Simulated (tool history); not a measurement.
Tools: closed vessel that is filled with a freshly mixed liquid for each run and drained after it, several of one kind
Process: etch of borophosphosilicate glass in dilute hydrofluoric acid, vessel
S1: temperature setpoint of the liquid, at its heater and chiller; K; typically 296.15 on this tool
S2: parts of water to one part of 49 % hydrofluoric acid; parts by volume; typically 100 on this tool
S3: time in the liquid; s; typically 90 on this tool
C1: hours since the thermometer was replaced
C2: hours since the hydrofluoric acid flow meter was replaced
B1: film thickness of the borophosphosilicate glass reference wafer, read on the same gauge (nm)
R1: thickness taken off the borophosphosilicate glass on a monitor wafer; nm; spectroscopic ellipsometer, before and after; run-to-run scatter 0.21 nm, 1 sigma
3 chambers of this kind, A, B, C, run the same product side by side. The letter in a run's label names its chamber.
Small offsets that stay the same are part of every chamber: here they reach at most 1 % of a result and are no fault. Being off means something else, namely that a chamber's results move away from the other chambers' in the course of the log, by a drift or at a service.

{"run": "1A", "hour": 5.1, "S1": 296.15, "S2": 100, "S3": 90, "C1": 2521.7, "C2": 67, "B1": 39.975, "R1": 40.302}
{"run": "2B", "hour": 12.5, "S1": 296.15, "S2": 100, "S3": 90, "C1": 672.9, "C2": 1063.8, "B1": 39.999, "R1": 40.503}
{"run": "3C", "hour": 21.3, "S1": 296.15, "S2": 100, "S3": 90, "C1": 612.5, "C2": 532.4, "B1": 39.997, "R1": 40.223}
{"run": "4A", "hour": 30.7, "S1": 296.15, "S2": 100, "S3": 90, "C1": 2547.3, "C2": 92.6, "B1": 39.986, "R1": 40.546}
{"run": "5C", "hour": 35.1, "S1": 296.15, "S2": 100, "S3": 90, "C1": 626.3, "C2": 546.2, "B1": 40.037, "R1": 40.265}
{"run": "6B", "hour": 43.4, "S1": 296.15, "S2": 100, "S3": 90, "C1": 703.8, "C2": 1094.7, "B1": 39.984, "R1": 40.276}
{"run": "7C", "hour": 47.9, "S1": 296.15, "S2": 100, "S3": 90, "C1": 639.1, "C2": 559, "B1": 40.051, "R1": 40.465}
{"run": "8B", "hour": 58.2, "S1": 293.15, "S2": 100, "S3": 90, "C1": 718.6, "C2": 1109.5, "B1": 40.001, "R1": 35.667}
{"run": "9A", "hour": 68.1, "S1": 293.15, "S2": 100, "S3": 90, "C1": 2584.7, "C2": 130, "B1": 39.969, "R1": 36.058}
{"run": "10A", "hour": 78.0, "S1": 293.15, "S2": 100, "S3": 90, "C1": 2594.6, "C2": 139.9, "B1": 40.005, "R1": 35.873}
{"run": "11B", "hour": 84.4, "S1": 296.15, "S2": 100, "S3": 90, "C1": 744.8, "C2": 1135.7, "B1": 39.986, "R1": 40.337}
{"run": "12C", "hour": 89.2, "S1": 296.15, "S2": 100, "S3": 90, "C1": 680.4, "C2": 600.3, "B1": 40.008, "R1": 40.334}
{"run": "13B", "hour": 98.3, "S1": 296.15, "S2": 100, "S3": 90, "C1": 758.7, "C2": 1149.6, "B1": 39.993, "R1": 40.53}
{"run": "14C", "hour": 108.4, "S1": 293.65, "S2": 50, "S3": 90, "C1": 699.6, "C2": 619.5, "B1": 39.939, "R1": 76.632}
{"run": "15A", "hour": 114.1, "S1": 293.65, "S2": 50, "S3": 90, "C1": 2630.7, "C2": 176, "B1": 39.995, "R1": 77.734}
{"run": "16A", "hour": 123.9, "S1": 293.65, "S2": 50, "S3": 90, "C1": 2640.5, "C2": 185.8, "B1": 39.982, "R1": 77.748}
{"run": "17C", "hour": 130.3, "S1": 296.15, "S2": 100, "S3": 90, "C1": 721.5, "C2": 641.4, "B1": 40.03, "R1": 40.009}
{"run": "18B", "hour": 137.0, "S1": 296.15, "S2": 100, "S3": 90, "C1": 797.4, "C2": 1188.3, "B1": 40.012, "R1": 40.304}
{"run": "19C", "hour": 143.2, "S1": 296.15, "S2": 100, "S3": 90, "C1": 734.4, "C2": 654.3, "B1": 40.004, "R1": 39.933}
{"run": "20A", "hour": 148.7, "S1": 296.15, "S2": 100, "S3": 90, "C1": 2665.3, "C2": 210.6, "B1": 40.032, "R1": 40.286}
{"hour": 150.5, "done": "chamber A: thermometer replaced"}
{"run": "21B", "hour": 159.0, "S1": 296.15, "S2": 100, "S3": 90, "C1": 819.4, "C2": 1210.3, "B1": 39.989, "R1": 40.167}
{"run": "22B", "hour": 164.0, "S1": 296.15, "S2": 100, "S3": 70, "C1": 824.4, "C2": 1215.3, "B1": 39.998, "R1": 31.146}
{"run": "23C", "hour": 171.0, "S1": 296.15, "S2": 100, "S3": 70, "C1": 762.2, "C2": 682.1, "B1": 39.969, "R1": 31.266}
{"run": "24A", "hour": 178.1, "S1": 296.15, "S2": 100, "S3": 70, "C1": 27.6, "C2": 240, "B1": 40.019, "R1": 31.4}
{"run": "25B", "hour": 187.5, "S1": 296.15, "S2": 100, "S3": 90, "C1": 847.9, "C2": 1238.8, "B1": 40.017, "R1": 40.174}
{"run": "26A", "hour": 192.9, "S1": 296.15, "S2": 100, "S3": 90, "C1": 42.4, "C2": 254.8, "B1": 39.967, "R1": 40.427}

The same settings go to every chamber for the next run, one line per chamber below. Forecast the results for each:
{"run": "27A", "hour": 200.2, "S1": 296.15, "S2": 100, "S3": 90, "R1": "?"}
{"run": "27B", "hour": 200.2, "S1": 296.15, "S2": 100, "S3": 90, "R1": "?"}
{"run": "27C", "hour": 200.2, "S1": 296.15, "S2": 100, "S3": 90, "R1": "?"}

run=27A R1=40.432
run=27B R1=40.124
run=27C R1=39.902

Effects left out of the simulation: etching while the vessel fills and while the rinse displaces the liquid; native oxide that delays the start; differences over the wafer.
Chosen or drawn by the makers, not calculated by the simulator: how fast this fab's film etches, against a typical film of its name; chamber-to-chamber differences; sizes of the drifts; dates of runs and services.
